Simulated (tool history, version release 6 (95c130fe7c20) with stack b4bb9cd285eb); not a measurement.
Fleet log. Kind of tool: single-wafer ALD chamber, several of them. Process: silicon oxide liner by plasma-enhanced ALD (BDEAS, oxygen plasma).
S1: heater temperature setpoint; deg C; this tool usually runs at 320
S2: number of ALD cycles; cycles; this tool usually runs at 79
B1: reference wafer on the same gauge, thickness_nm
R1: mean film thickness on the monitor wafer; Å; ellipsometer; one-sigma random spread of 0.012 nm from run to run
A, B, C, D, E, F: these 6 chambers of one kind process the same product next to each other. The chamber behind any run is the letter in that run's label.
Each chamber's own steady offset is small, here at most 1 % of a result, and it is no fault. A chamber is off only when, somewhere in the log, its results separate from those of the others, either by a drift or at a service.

run   hour   S1  S2      B1      R1
 1C    4.7  320  79  6.4818  72.358
 2A    9.3  320  79  6.4817  71.281
 3D   15.3  320  79  6.4854  70.980
 4E   19.5  320  79  6.4863  71.462
 5B   25.0  320  79  6.4865  72.078
 6F   28.7  331  86  6.4879  76.668
 7C   32.6  331  86  6.4878  77.432
 8F   38.7  331  86  6.4882  76.578
 9A   43.4  331  86  6.4921  76.385
10B   46.6  331  86  6.4937  77.212
11D   51.5  331  86  6.4961  76.052
12E   56.5  315  94  6.4917  85.865
13E   63.3  315  94  6.4947  85.811
14C   68.5  315  94  6.4969  86.843
15A   72.2  315  94  6.4954  85.311
16B   75.7  315  94  6.4957  86.275
17F   79.3  315  94  6.4989  86.037
18D   83.0  320  79  6.4976  70.978
19C   88.1  320  79  6.5014  72.254
20B   94.6  320  79  6.5029  72.190
21A   98.5  320  79  6.5019  71.453
22E  103.9  320  79  6.5057  71.607
23D  108.3  320  79  6.5047  71.177
24F  113.9  320  79  6.5085  71.441
25F  120.0  320  79  6.5087  71.565
26E  126.7  320  79  6.5115  71.867
27D  132.3  320  79  6.5098  71.422
28B  137.0  320  79  6.5115  72.134
29C  140.0  320  79  6.5149  72.523
30A  143.3  320  79  6.5120  71.501
31F  147.4  320  79  6.5148  71.855
32A  152.4  320  79  6.5154  71.540
33C  159.2  320  79  6.5162  72.570
34E  162.9  320  79  6.5176  72.046
35B  167.2  320  79  6.5166  72.310
36D  172.1  320  79  6.5204  71.538
37F  176.1  320  79  6.5221  71.810
38C  181.3  320  79  6.5215  72.460
39A  186.0  320  79  6.5240  71.593

Next, every chamber runs the same settings. What will each give?
40A  190.9  320  94       ?
40B  190.9  320  94       ?
40C  190.9  320  94       ?
40D  190.9  320  94       ?
40E  190.9  320  94       ?
40F  190.9  320  94       ?

run      R1
40A  85.141
40B  86.063
40C  86.351
40D  84.951
40E  85.767
40F  85.671
